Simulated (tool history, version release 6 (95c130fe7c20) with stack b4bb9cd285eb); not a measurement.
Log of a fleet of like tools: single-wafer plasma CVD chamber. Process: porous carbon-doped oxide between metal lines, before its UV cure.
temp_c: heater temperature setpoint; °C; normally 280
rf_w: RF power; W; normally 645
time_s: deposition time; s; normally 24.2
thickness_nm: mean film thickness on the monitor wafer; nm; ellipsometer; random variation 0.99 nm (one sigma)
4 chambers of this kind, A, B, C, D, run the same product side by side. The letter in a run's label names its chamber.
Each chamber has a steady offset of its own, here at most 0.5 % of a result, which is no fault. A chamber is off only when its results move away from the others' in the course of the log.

run	day	temp_c	rf_w	time_s	read-back reference wafer on the same gauge, thickness_nm	thickness_nm
1A	0.408	280	645	24.2	158.16	176.74
2B	0.962	280	645	24.2	158.01	175.56
3C	1.379	280	645	24.2	158.01	174.84
4D	1.825	280	645	24.2	158.03	175.07
5A	2.325	280	645	24.2	157.93	174.06
6B	2.838	280	645	24.2	157.97	174.01
7C	3.338	280	645	24.2	157.98	175.3
8D	3.7	280	645	24.2	158.07	174.94
9D	3.992	280	645	24.2	157.76	177.14
10C	4.321	280	565	24.2	158.03	161.47
11B	4.579	280	565	24.2	157.9	161.06
12A	5.025	280	565	24.2	157.84	162.74
13D	5.267	280	565	24.2	157.97	158.82
14B	5.617	280	645	24.2	157.94	174.86
# day 6.054: chamber D: RF generator calibrated
15C	6.083	280	645	24.2	158.32	174.95
# day 6.488: chamber B: thermocouple changed; heater temperature recalibrated
16A	6.588	280	645	24.2	158.11	173.98
17C	7.071	280	645	24.2	158.08	175.59
18A	7.583	280	645	24.2	157.88	175.59
# day 7.979: chamber B: RF generator calibrated
19D	8.042	280	645	24.2	158.07	176.41
20B	8.504	280	645	24.2	158.13	174.85
21C	8.925	280	645	24.2	158.1	176.51
22B	9.167	280	645	24.2	158	175.72
23A	9.567	280	645	24.2	157.93	176.02
24D	9.908	280	645	24.2	158.02	175.63
25C	10.217	280	645	24.2	157.85	175.13
26B	10.529	280	645	24.2	157.93	173.67
27A	10.838	280	645	24.2	157.93	176.76
28D	11.096	280	645	24.2	158.09	175.74
29C	11.438	280	645	24.2	157.81	175.08
30D	11.846	285	645	24.2	158.02	169.3
# day 11.875: chamber A: thermocouple changed; heater temperature recalibrated
31B	12.338	285	645	24.2	157.9	170.57
32A	12.821	285	645	24.2	158.12	170.5

Which is it: a chamber that has drifted or been left off by a service, a gauge drift common to all chambers, or only each chamber's usual small offset? If a chamber is off, name it and its likeliest cause.

All chambers stay in line apart from their small fixed offsets, and the gauge does not drift.
